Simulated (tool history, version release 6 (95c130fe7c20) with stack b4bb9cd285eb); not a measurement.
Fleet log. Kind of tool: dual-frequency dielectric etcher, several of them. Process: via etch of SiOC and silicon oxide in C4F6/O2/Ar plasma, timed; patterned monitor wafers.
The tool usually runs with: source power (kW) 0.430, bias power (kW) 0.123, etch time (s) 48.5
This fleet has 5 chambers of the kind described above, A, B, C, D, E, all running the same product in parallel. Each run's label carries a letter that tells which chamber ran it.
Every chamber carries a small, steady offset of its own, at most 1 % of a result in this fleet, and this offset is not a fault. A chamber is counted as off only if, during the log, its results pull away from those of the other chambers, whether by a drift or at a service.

run   hour  source power (kW)  bias power (kW)  etch time (s)  read-back reference wafer on the same gauge, depth_nm  mean etch depth across the wafer (Å)
 1C    4.1              0.430            0.123           48.5                                                 57.169                                506.61
       5.3  -- chamber D: wet clean of the chamber
 2A    8.9              0.430            0.123           48.5                                                 57.231                                498.79
 3B   13.1              0.430            0.123           48.5                                                 57.237                                498.41
      15.2  -- chamber E: bias power generator calibrated
 4D   15.8              0.430            0.123           48.5                                                 57.189                                497.67
 5E   18.8              0.430            0.105           48.5                                                 57.222                                479.43
 6D   24.2              0.430            0.105           48.5                                                 57.180                                479.57
 7B   27.9              0.430            0.105           48.5                                                 57.210                                476.15
 8C   31.9              0.430            0.105           48.5                                                 57.307                                481.96
      32.3  -- chamber A: wet clean of the chamber
 9E   36.6              0.430            0.105           48.5                                                 57.193                                480.99
10A   40.8              0.430            0.123           48.5                                                 57.180                                503.54
11A   46.2              0.430            0.123           48.5                                                 57.240                                497.75
12C   49.7              0.430            0.123           48.5                                                 57.199                                502.28
13B   54.1              0.430            0.123           53.0                                                 57.223                                544.67
14E   58.8              0.430            0.123           53.0                                                 57.149                                550.92
15D   62.7              0.430            0.123           53.0                                                 57.208                                549.12
16C   67.4              0.430            0.123           53.0                                                 57.197                                546.35
17E   72.6              0.430            0.123           53.0                                                 57.300                                552.13
18D   77.2              0.430            0.105           48.5                                                 57.183                                476.70
19A   80.2              0.430            0.105           48.5                                                 57.222                                470.37
20B   85.9              0.430            0.105           48.5                                                 57.163                                474.97
21D   89.0              0.430            0.105           48.5                                                 57.162                                481.31
22A   92.9              0.430            0.105           48.5                                                 57.164                                474.50
23B   96.8              0.480            0.123           48.5                                                 57.178                                524.09
24C  100.4              0.480            0.123           48.5                                                 57.277                                527.38
25E  105.8              0.480            0.123           48.5                                                 57.213                                524.16
26D  111.0              0.480            0.123           48.5                                                 57.168                                525.81
     113.3  -- chamber E: wet clean of the chamber
27C  114.1              0.480            0.123           48.5                                                 57.174                                528.50
28B  117.0              0.430            0.123           48.5                                                 57.159                                496.42
29E  122.0              0.430            0.123           48.5                                                 57.271                                507.10
     125.8  -- chamber C: wet clean of the chamber
30A  127.3              0.430            0.123           48.5                                                 57.252                                498.93
31D  132.0              0.430            0.123           48.5                                                 57.235                                503.47
32E  136.4              0.430            0.123           48.5                                                 57.191                                501.17
33B  139.9              0.430            0.123           48.5                                                 57.148                                501.63
34A  145.5              0.350            0.123           48.5                                                 57.160                                460.14
35C  149.6              0.350            0.123           48.5                                                 57.241                                462.76
36C  153.5              0.350            0.123           48.5                                                 57.245                                462.07
37E  156.6              0.350            0.123           48.5                                                 57.241                                462.34
38A  162.3              0.350            0.123           48.5                                                 57.200                                456.76
39D  165.3              0.430            0.123           59.0                                                 57.146                                612.45
40B  168.3              0.430            0.123           59.0                                                 57.124                                608.95
41B  173.6              0.430            0.123           59.0                                                 57.130                                607.89
42A  178.6              0.430            0.123           59.0                                                 57.248                                605.95
43D  181.9              0.430            0.123           59.0                                                 57.206                                612.53
44E  187.1              0.460            0.110           48.5                                                 57.203                                498.20

Is one chamber out of step, is the gauge drifting, or do the chambers differ by no more than their own small offsets? For an off chamber, give its letter and the likeliest cause.

All chambers stay in line apart from their small fixed offsets, and the gauge does not drift.
